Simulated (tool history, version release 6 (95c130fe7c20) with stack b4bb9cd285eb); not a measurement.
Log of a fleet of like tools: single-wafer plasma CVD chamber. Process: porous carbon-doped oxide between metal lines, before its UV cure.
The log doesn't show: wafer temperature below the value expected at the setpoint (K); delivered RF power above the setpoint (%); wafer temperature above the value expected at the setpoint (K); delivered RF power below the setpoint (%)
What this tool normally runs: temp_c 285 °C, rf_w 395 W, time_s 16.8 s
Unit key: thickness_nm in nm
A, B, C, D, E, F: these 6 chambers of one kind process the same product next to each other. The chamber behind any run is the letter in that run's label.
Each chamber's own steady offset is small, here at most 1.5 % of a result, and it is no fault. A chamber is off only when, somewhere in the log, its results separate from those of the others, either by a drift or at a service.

run   hour  temp_c  rf_w  time_s  hours since the last thermocouple change  hours since the last RF generator calibration  read-back reference wafer on the same gauge, thickness_nm  thickness_nm
 1C    6.6     285   395    16.8                                     845.1                                          797.5                                                     84.039        84.423
       8.7  -- chamber A: RF generator calibrated
 2F   15.3     285   395    16.8                                    1032.6                                          163.7                                                     84.017        84.934
 3A   22.9     285   395    16.8                                     732.6                                           14.3                                                     83.987        86.454
 4B     33     285   395    16.8                                    1031.4                                          646.9                                                     84.001         83.97
 5E   38.7     285   395    19.5                                       933                                          242.8                                                     84.047        98.508
 6D   47.6     285   395    19.5                                    2483.5                                          709.9                                                     83.982        97.624
 7C   56.6     285   395    19.5                                     895.1                                          847.5                                                     84.001        97.371
 8D   65.7     285   395    19.5                                    2501.6                                            728                                                     83.972        97.508
 9F   72.6     285   395    19.5                                    1089.9                                            221                                                     83.954        98.098
10A   82.8     285   395    19.5                                     792.5                                           74.2                                                     83.982        99.607
11B   92.5     285   395    16.8                                    1090.9                                          706.4                                                     83.984        84.786
12E    101     285   395    16.8                                     995.3                                          305.1                                                     83.964        85.374
13A  108.1     291   425    16.8                                     817.8                                           99.5                                                     84.004         87.92
14B  114.7     291   425    16.8                                    1113.1                                          728.6                                                     84.025        85.869
15D  125.2     291   425    16.8                                    2561.1                                          787.5                                                     83.964        86.379
16F    132     291   425    16.8                                    1149.3                                          280.4                                                     83.954        86.684
17E  139.4     291   425    16.8                                    1033.7                                          343.5                                                     84.001        86.794
18C  148.6     291   425    16.8                                     987.1                                          939.5                                                     84.036        86.712
19C  158.3     285   395    16.8                                     996.8                                          949.2                                                      84.01        84.747
20D    165     285   395    16.8                                    2600.9                                          827.3                                                     83.947        84.145
21A  170.4     285   395    16.8                                     880.1                                          161.8                                                     83.966        86.512
22E  180.8     285   395    16.8                                    1075.1                                          384.9                                                     84.011        84.718
23F  188.8     285   395    16.8                                    1206.1                                          337.2                                                     84.011        85.189
     193.5  -- chamber D: thermocouple changed; heater temperature recalibrated
24B  198.9     285   395    16.8                                    1197.3                                          812.8                                                     84.045        83.918
25D  203.6     285   395    16.8                                      10.1                                          865.9                                                     83.984        81.377
26B  211.6     285   395    16.8                                      1210                                          825.5                                                     83.974        84.512
27A  221.2     285   395    16.8                                     930.9                                          212.6                                                     84.031        86.521
28E  231.4     285   395    16.8                                    1125.7                                          435.5                                                     83.963        85.113
29F  238.2     285   395    16.8                                    1255.5                                          386.6                                                     84.016        85.198
30C  247.5     285   395    16.8                                      1086                                         1038.4                                                     83.982        84.746
31E  254.4     285   395    16.8                                    1148.7                                          458.5                                                     84.002        85.011
32F  262.7     285   395    16.8                                      1280                                          411.1                                                     84.036        84.746
33D  269.8     285   395    16.8                                      76.3                                          932.1                                                     84.045        81.901
34B  274.9     285   395    16.8                                    1273.3                                          888.8                                                     84.008        84.641
35C  283.6     295   335    16.8                                    1122.1                                         1074.5                                                     84.018        69.803
36A  289.2     295   335    16.8                                     998.9                                          280.6                                                     83.987        70.838
37D    296     295   335    16.8                                     102.5                                          958.3                                                     84.008        67.321
38A  301.8     295   335    16.8                                    1011.5                                          293.2                                                     84.017        71.152

Is one chamber off against the others, does the gauge drift, or is nothing wrong? If a chamber is off, say which, and what the likeliest cause is.

Chamber D has stood off from the others ever since a service on it.
Likeliest cause: wafer temperature above the value expected at the setpoint (K) = 5.48.

Chamber D could run next with any of the 4 candidate recipes listed below; each alters the usual settings, and their results appear as question marks. Which one brings its results back in line with what the other chambers deliver on the usual settings?
A result is in line if it is within this distance of the other chambers' mean on the usual settings: thickness_nm 0.75 nm
39D-1  309.4     285   440    16.8                                                                                                                                                                 ?
39D-2  309.4     286   395    16.2                                                                                                                                                                 ?
39D-3  309.4     299   395    16.8                                                                                                                                                                 ?
39D-4  309.4     285   415    16.8                                                                                                                                                                 ?

On the usual settings, the other chambers give on average: thickness_nm 85.105 nm
  run  thickness_nm
39D-1        89.166
39D-2        78.487
39D-3        75.419
39D-4        85.082
39D-4 brings the chamber back in line.
